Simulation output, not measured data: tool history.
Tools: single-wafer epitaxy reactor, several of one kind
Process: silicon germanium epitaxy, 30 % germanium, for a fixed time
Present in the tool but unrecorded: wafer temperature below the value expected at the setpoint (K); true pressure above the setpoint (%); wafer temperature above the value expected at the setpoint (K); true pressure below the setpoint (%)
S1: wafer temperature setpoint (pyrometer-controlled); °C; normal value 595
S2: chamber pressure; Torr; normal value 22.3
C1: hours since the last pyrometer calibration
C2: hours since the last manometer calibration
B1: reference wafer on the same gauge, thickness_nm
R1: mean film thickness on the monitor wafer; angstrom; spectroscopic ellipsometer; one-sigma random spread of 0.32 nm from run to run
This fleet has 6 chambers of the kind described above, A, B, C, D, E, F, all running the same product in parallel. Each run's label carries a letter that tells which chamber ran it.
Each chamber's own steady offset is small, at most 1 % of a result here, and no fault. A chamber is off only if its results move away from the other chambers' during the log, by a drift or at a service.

run 1C hour=8.1 | S1=595 S2=22.3 | C1=85.2 C2=2316.0 | B1=55.352 | R1=560.04
run 2A hour=14.3 | S1=595 S2=22.3 | C1=1796.6 C2=146.0 | B1=55.423 | R1=558.90
run 3E hour=21.9 | S1=595 S2=22.3 | C1=307.5 C2=249.7 | B1=55.375 | R1=569.40
run 4B hour=28.4 | S1=595 S2=22.3 | C1=404.6 C2=539.2 | B1=55.369 | R1=558.03
run 5D hour=34.2 | S1=595 S2=22.3 | C1=343.2 C2=653.3 | B1=55.425 | R1=567.16
run 6F hour=38.8 | S1=586 S2=24.7 | C1=386.2 C2=1773.4 | B1=55.362 | R1=490.96
run 7A hour=46.9 | S1=586 S2=24.7 | C1=1829.2 C2=178.6 | B1=55.396 | R1=491.67
run 8B hour=51.7 | S1=586 S2=24.7 | C1=427.9 C2=562.5 | B1=55.421 | R1=493.60
run 9E hour=55.6 | S1=586 S2=24.7 | C1=341.2 C2=283.4 | B1=55.404 | R1=496.84
run 10D hour=63.9 | S1=586 S2=24.7 | C1=372.9 C2=683.0 | B1=55.378 | R1=498.93
run 11F hour=69.1 | S1=586 S2=24.7 | C1=416.5 C2=1803.7 | B1=55.356 | R1=491.55
run 12C hour=75.3 | S1=595 S2=22.3 | C1=152.4 C2=2383.2 | B1=55.417 | R1=557.30
run 13A hour=82.9 | S1=607 S2=18.7 | C1=1865.2 C2=214.6 | B1=55.367 | R1=653.43
run 14D hour=90.0 | S1=607 S2=18.7 | C1=399.0 C2=709.1 | B1=55.417 | R1=654.30
run 15E hour=95.0 | S1=607 S2=18.7 | C1=380.6 C2=322.8 | B1=55.377 | R1=656.99
run 16C hour=102.2 | S1=607 S2=18.7 | C1=179.3 C2=2410.1 | B1=55.343 | R1=653.56
run 17B hour=110.6 | S1=607 S2=18.7 | C1=486.8 C2=621.4 | B1=55.343 | R1=642.99
-- hour=112.6 chamber F: capacitance manometer re-zeroed and calibrated
run 18F hour=117.9 | S1=607 S2=18.7 | C1=465.3 C2=5.3 | B1=55.350 | R1=648.78
run 19E hour=125.8 | S1=595 S2=22.3 | C1=411.4 C2=353.6 | B1=55.467 | R1=564.62
run 20C hour=131.5 | S1=595 S2=22.3 | C1=208.6 C2=2439.4 | B1=55.311 | R1=557.57
run 21B hour=135.7 | S1=595 S2=22.3 | C1=511.9 C2=646.5 | B1=55.337 | R1=566.50
run 22A hour=141.8 | S1=595 S2=22.3 | C1=1924.1 C2=273.5 | B1=55.453 | R1=557.57
run 23D hour=148.9 | S1=595 S2=22.3 | C1=457.9 C2=768.0 | B1=55.377 | R1=566.10
run 24F hour=152.7 | S1=604 S2=22.3 | C1=500.1 C2=40.1 | B1=55.446 | R1=661.92
run 25F hour=157.4 | S1=604 S2=22.3 | C1=504.8 C2=44.8 | B1=55.356 | R1=662.82
run 26B hour=164.3 | S1=604 S2=22.3 | C1=540.5 C2=675.1 | B1=55.401 | R1=661.11
run 27E hour=168.4 | S1=604 S2=22.3 | C1=454.0 C2=396.2 | B1=55.486 | R1=662.35
run 28D hour=172.9 | S1=604 S2=22.3 | C1=481.9 C2=792.0 | B1=55.457 | R1=667.85
run 29A hour=178.3 | S1=604 S2=22.3 | C1=1960.6 C2=310.0 | B1=55.407 | R1=659.47
run 30C hour=184.1 | S1=585 S2=22.3 | C1=261.2 C2=2492.0 | B1=55.342 | R1=464.95
run 31B hour=190.2 | S1=585 S2=22.3 | C1=566.4 C2=701.0 | B1=55.476 | R1=464.39
run 32D hour=196.8 | S1=585 S2=22.3 | C1=505.8 C2=815.9 | B1=55.432 | R1=472.24
run 33E hour=203.0 | S1=585 S2=22.3 | C1=488.6 C2=430.8 | B1=55.353 | R1=469.48
run 34F hour=208.8 | S1=585 S2=22.3 | C1=556.2 C2=96.2 | B1=55.413 | R1=466.40
run 35A hour=215.4 | S1=585 S2=22.3 | C1=1997.7 C2=347.1 | B1=55.383 | R1=460.55
run 36C hour=221.5 | S1=595 S2=22.3 | C1=298.6 C2=2529.4 | B1=55.333 | R1=555.09
run 37E hour=225.5 | S1=595 S2=22.3 | C1=511.1 C2=453.3 | B1=55.380 | R1=563.31
run 38D hour=232.9 | S1=595 S2=22.3 | C1=541.9 C2=852.0 | B1=55.387 | R1=570.85
run 39A hour=240.4 | S1=595 S2=22.3 | C1=2022.7 C2=372.1 | B1=55.413 | R1=557.43
run 40C hour=246.8 | S1=595 S2=22.3 | C1=323.9 C2=2554.7 | B1=55.433 | R1=562.46
run 41F hour=250.6 | S1=595 S2=22.3 | C1=598.0 C2=138.0 | B1=55.452 | R1=566.97

Read the log: is a single chamber off, either drifting away or since a service, is the gauge that measures every chamber drifting, or is nothing wrong beyond small per-chamber offsets? Name any odd chamber and what most likely caused it.

All chambers stay in line apart from their small fixed offsets, and the gauge does not drift.
